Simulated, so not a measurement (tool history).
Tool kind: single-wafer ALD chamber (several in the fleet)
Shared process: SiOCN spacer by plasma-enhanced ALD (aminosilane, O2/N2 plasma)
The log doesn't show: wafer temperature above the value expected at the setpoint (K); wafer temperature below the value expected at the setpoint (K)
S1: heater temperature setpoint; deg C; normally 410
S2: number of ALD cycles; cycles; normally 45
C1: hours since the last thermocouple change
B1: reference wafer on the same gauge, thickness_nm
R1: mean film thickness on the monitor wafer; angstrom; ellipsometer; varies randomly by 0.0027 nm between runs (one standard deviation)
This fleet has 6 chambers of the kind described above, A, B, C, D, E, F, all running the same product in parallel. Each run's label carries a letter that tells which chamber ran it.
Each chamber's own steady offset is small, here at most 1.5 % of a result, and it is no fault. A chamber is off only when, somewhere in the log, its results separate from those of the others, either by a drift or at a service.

run	hour	S1	S2	C1	B1	R1
1C	13.6	410	45	1564.7	2.7495	26.579
2D	22.2	410	45	962.7	2.7492	26.471
3E	31	410	45	1147.2	2.7495	26.612
4A	39.5	410	45	2594.4	2.749	26.256
5B	50	410	45	614.8	2.7485	26.293
6F	56.4	410	45	597.1	2.7482	26.396
7D	65.1	410	50	1005.6	2.7474	29.377
8B	71.8	410	50	636.6	2.7482	29.288
9F	84	410	50	624.7	2.7472	29.318
10C	92.2	410	50	1643.3	2.7473	29.457
11E	102.8	410	50	1219	2.7469	29.54
12A	111.9	410	50	2666.8	2.7466	29.157
13D	120.5	410	45	1061	2.7463	26.455
14E	131.2	410	45	1247.4	2.7455	26.589
# hour 136.3: chamber E: thermocouple changed; heater temperature recalibrated
15A	143.2	417	51	2698.1	2.7452	29.087
16F	155.8	417	51	696.5	2.7452	29.28
17B	166.6	417	51	731.4	2.7453	29.099
18C	176.9	417	51	1728	2.7448	29.386
19A	189.9	417	51	2744.8	2.7449	29.11
20B	201.9	417	51	766.7	2.7437	29.14
# hour 211: chamber A: thermocouple changed; heater temperature recalibrated
21E	213.2	423	45	76.9	2.7441	25.514
22F	223.9	423	45	764.6	2.7433	25.311
23D	231.6	423	45	1172.1	2.743	25.42
24C	239.9	423	45	1791	2.7433	25.406
25F	253.6	423	45	794.3	2.7423	25.275
26C	266.7	423	45	1817.8	2.7422	25.441
27D	276.6	410	45	1217.1	2.7419	26.454
28A	286.9	410	45	76	2.7416	26.239
29B	299.7	410	45	864.5	2.741	26.258
30E	307.1	410	45	170.8	2.7414	26.495
31F	319.1	410	45	859.8	2.7403	26.36
32E	327.2	410	45	190.9	2.7404	26.544
33D	336.3	410	45	1276.8	2.7407	26.39
34B	343.5	410	45	908.3	2.7393	26.24
35A	352	410	45	141.1	2.7392	26.242
36C	361.1	410	45	1912.2	2.7399	26.46
37E	370.4	415	45	234.1	2.7397	26.122
38A	376.6	415	45	165.7	2.739	25.841

Next, every chamber runs the same settings. What will each give?
39A	386.4	410	45			?
39B	386.4	410	45			?
39C	386.4	410	45			?
39D	386.4	410	45			?
39E	386.4	410	45			?
39F	386.4	410	45			?

run	R1
39A	26.195
39B	26.224
39C	26.434
39D	26.385
39E	26.481
39F	26.325

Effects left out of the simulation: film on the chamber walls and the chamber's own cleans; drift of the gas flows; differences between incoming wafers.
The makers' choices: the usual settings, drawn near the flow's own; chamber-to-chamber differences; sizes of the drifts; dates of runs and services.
